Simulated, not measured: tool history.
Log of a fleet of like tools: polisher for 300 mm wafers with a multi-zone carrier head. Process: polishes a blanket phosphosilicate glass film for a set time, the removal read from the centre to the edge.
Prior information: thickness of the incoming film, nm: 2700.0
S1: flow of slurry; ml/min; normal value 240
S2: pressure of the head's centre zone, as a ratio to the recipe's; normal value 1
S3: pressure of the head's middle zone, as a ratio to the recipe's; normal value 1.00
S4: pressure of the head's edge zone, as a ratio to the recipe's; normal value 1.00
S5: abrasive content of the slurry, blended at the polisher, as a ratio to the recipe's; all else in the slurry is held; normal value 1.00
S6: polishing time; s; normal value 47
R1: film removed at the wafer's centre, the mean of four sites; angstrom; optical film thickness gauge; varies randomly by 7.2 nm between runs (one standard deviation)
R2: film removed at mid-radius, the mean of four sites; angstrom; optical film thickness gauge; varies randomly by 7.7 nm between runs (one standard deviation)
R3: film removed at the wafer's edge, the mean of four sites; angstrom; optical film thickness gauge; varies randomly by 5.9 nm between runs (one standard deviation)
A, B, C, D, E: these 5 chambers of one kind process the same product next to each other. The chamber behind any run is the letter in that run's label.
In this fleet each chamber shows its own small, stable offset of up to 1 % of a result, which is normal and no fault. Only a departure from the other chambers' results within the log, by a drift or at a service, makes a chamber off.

| run | day | S1 | S2 | S3 | S4 | S5 | S6 | R1 | R2 | R3 |
|---|---|---|---|---|---|---|---|---|---|---|
|  | 0.079 | chamber A: worn pad replaced by a new one |
| 1C | 0.338 | 240 | 1 | 1.00 | 1.00 | 1.00 | 47 | 5337.1 | 5356.2 | 5308.2 |
| 2D | 0.650 | 240 | 1 | 1.00 | 1.00 | 1.00 | 47 | 5330.4 | 5279.4 | 5342.4 |
| 3E | 1.183 | 240 | 1 | 1.00 | 1.00 | 1.00 | 47 | 5298.8 | 5466.3 | 5264.1 |
|  | 1.258 | chamber E: worn pad replaced by a new one |
| 4A | 1.525 | 240 | 1 | 1.00 | 1.00 | 1.00 | 47 | 5333.8 | 5370.6 | 5385.9 |
| 5B | 1.925 | 240 | 1 | 1.00 | 1.00 | 1.00 | 47 | 5368.0 | 5306.6 | 5255.1 |
| 6A | 2.304 | 240 | 1 | 1.00 | 1.00 | 1.00 | 47 | 5302.7 | 5265.5 | 5380.4 |
| 7D | 2.554 | 240 | 1 | 1.00 | 1.00 | 1.00 | 47 | 5298.2 | 5240.9 | 5301.1 |
|  | 2.646 | chamber B: slurry nozzle cleaned |
|  | 2.867 | chamber D: worn pad replaced by a new one |
|  | 2.912 | chamber B: worn pad replaced by a new one |
| 8B | 3.004 | 240 | 1 | 1.00 | 1.00 | 1.00 | 47 | 5416.3 | 5302.1 | 5349.4 |
| 9E | 3.479 | 240 | 1 | 1.00 | 1.00 | 1.00 | 47 | 5329.0 | 5362.9 | 5330.9 |
| 10C | 3.892 | 240 | 1 | 1.00 | 1.00 | 1.00 | 47 | 5432.0 | 5425.1 | 5364.9 |
| 11B | 4.221 | 240 | 1 | 1.05 | 1.00 | 1.00 | 47 | 5430.0 | 5620.0 | 5244.4 |
|  | 4.558 | chamber C: slurry nozzle cleaned |
|  | 4.633 | chamber C: worn pad replaced by a new one |
| 12C | 4.742 | 240 | 1 | 1.05 | 1.00 | 1.00 | 47 | 5315.6 | 5656.2 | 5390.1 |
| 13E | 5.146 | 240 | 1 | 1.05 | 1.00 | 1.00 | 47 | 5337.4 | 5587.4 | 5321.7 |
|  | 5.471 | chamber A: slurry nozzle cleaned |
|  | 5.533 | chamber A: worn pad replaced by a new one |
| 14A | 5.704 | 240 | 1 | 1.05 | 1.00 | 1.00 | 47 | 5299.8 | 5556.6 | 5351.2 |
|  | 5.746 | chamber E: slurry nozzle cleaned |
|  | 5.967 | chamber B: edge zone pressure recalibrated |
| 15D | 6.083 | 240 | 1 | 1.05 | 1.00 | 1.00 | 47 | 5175.8 | 5563.0 | 5340.6 |
|  | 6.454 | chamber C: edge zone pressure recalibrated |
|  | 6.575 | chamber B: worn pad replaced by a new one |
| 16A | 6.629 | 240 | 1 | 1.00 | 1.00 | 1.00 | 47 | 5420.0 | 5297.3 | 5198.7 |
|  | 7.167 | chamber E: worn pad replaced by a new one |
| 17D | 7.171 | 240 | 1 | 1.00 | 1.00 | 1.00 | 47 | 5291.6 | 5255.2 | 5385.8 |
| 18E | 7.542 | 240 | 1 | 1.00 | 1.00 | 1.00 | 47 | 5256.3 | 5352.2 | 5286.2 |
| 19C | 7.817 | 240 | 1 | 1.00 | 1.00 | 1.00 | 47 | 5290.1 | 5571.4 | 5286.1 |
|  | 7.983 | chamber A: centre zone pressure recalibrated |
| 20B | 8.308 | 240 | 1 | 1.00 | 1.00 | 1.00 | 47 | 5456.2 | 5431.3 | 5334.5 |
|  | 8.758 | chamber C: centre zone pressure recalibrated |
| 21A | 8.804 | 240 | 1 | 1.00 | 1.00 | 1.00 | 47 | 5295.3 | 5399.8 | 5321.2 |
| 22E | 9.112 | 200 | 1 | 1.00 | 1.00 | 1.15 | 47 | 5491.5 | 5759.4 | 5443.3 |
|  | 9.588 | chamber C: worn pad replaced by a new one |
| 23C | 9.592 | 200 | 1 | 1.00 | 1.00 | 1.15 | 47 | 5530.2 | 5743.1 | 5559.2 |
|  | 9.829 | chamber D: worn pad replaced by a new one |
| 24D | 9.879 | 200 | 1 | 1.00 | 1.00 | 1.15 | 47 | 5515.7 | 5709.4 | 5604.2 |
|  | 10.012 | chamber B: centre zone pressure recalibrated |
|  | 10.254 | chamber B: worn pad replaced by a new one |
| 25B | 10.412 | 200 | 1 | 1.00 | 1.00 | 1.15 | 47 | 5447.3 | 5447.7 | 5614.9 |
|  | 10.754 | chamber A: edge zone pressure recalibrated |
| 26D | 10.858 | 200 | 1 | 1.00 | 1.00 | 1.15 | 47 | 5409.1 | 5540.5 | 5584.3 |
|  | 11.017 | chamber A: worn pad replaced by a new one |
| 27A | 11.267 | 240 | 1 | 1.00 | 1.00 | 1.00 | 47 | 5352.3 | 5243.7 | 5390.2 |
| 28B | 11.567 | 240 | 1 | 1.00 | 1.00 | 1.00 | 47 | 5349.2 | 5409.3 | 5257.1 |
| 29C | 11.942 | 240 | 1 | 1.00 | 1.00 | 1.00 | 47 | 5306.2 | 5466.6 | 5304.1 |
| 30E | 12.242 | 240 | 1 | 1.00 | 1.00 | 1.00 | 47 | 5343.8 | 5396.1 | 5388.1 |
| 31D | 12.571 | 240 | 1 | 1.00 | 1.00 | 1.00 | 47 | 5261.5 | 5302.8 | 5414.6 |
|  | 12.658 | chamber E: worn pad replaced by a new one |
| 32E | 12.954 | 240 | 1 | 1.00 | 1.00 | 1.00 | 47 | 5300.5 | 5365.6 | 5409.6 |
|  | 13.042 | chamber D: slurry nozzle cleaned |
| 33B | 13.433 | 240 | 1 | 1.00 | 1.00 | 1.00 | 47 | 5430.0 | 5216.8 | 5338.1 |
| 34C | 13.829 | 240 | 1 | 1.00 | 1.00 | 1.00 | 47 | 5378.6 | 5326.7 | 5284.7 |
|  | 14.267 | chamber B: worn pad replaced by a new one |
| 35A | 14.354 | 240 | 1 | 1.00 | 1.00 | 1.00 | 47 | 5326.6 | 5295.4 | 5489.2 |
|  | 14.471 | chamber C: worn pad replaced by a new one |
| 36E | 14.762 | 240 | 1 | 1.00 | 1.00 | 1.00 | 47 | 5324.6 | 5304.6 | 5386.7 |
| 37C | 15.008 | 240 | 1 | 1.00 | 1.00 | 1.00 | 47 | 5389.7 | 5217.9 | 5262.4 |
| 38A | 15.275 | 240 | 1 | 1.00 | 0.92 | 1.00 | 39 | 4391.3 | 4318.0 | 4307.7 |
| 39D | 15.575 | 240 | 1 | 1.00 | 0.92 | 1.00 | 39 | 4400.7 | 4454.9 | 4281.8 |
| 40B | 16.038 | 240 | 1 | 1.00 | 0.92 | 1.00 | 39 | 4511.5 | 4400.0 | 4314.3 |
| 41C | 16.375 | 240 | 1 | 1.00 | 0.92 | 1.00 | 39 | 4372.1 | 4540.6 | 4211.2 |

All chambers now run identical settings, listed one chamber a line with results as question marks. What results will each chamber show?
| 42A | 16.775 | 240 | 1 | 1.00 | 0.94 | 1.00 | 47 | ? | ? | ? |
| 42B | 16.775 | 240 | 1 | 1.00 | 0.94 | 1.00 | 47 | ? | ? | ? |
| 42C | 16.775 | 240 | 1 | 1.00 | 0.94 | 1.00 | 47 | ? | ? | ? |
| 42D | 16.775 | 240 | 1 | 1.00 | 0.94 | 1.00 | 47 | ? | ? | ? |
| 42E | 16.775 | 240 | 1 | 1.00 | 0.94 | 1.00 | 47 | ? | ? | ? |

| run | R1 | R2 | R3 |
|---|---|---|---|
| 42A | 5235.2 | 5328.8 | 5148.3 |
| 42B | 5373.0 | 5229.1 | 5194.9 |
| 42C | 5469.7 | 5268.1 | 5124.4 |
| 42D | 5343.4 | 5339.1 | 5200.3 |
| 42E | 5391.1 | 5300.1 | 5135.5 |
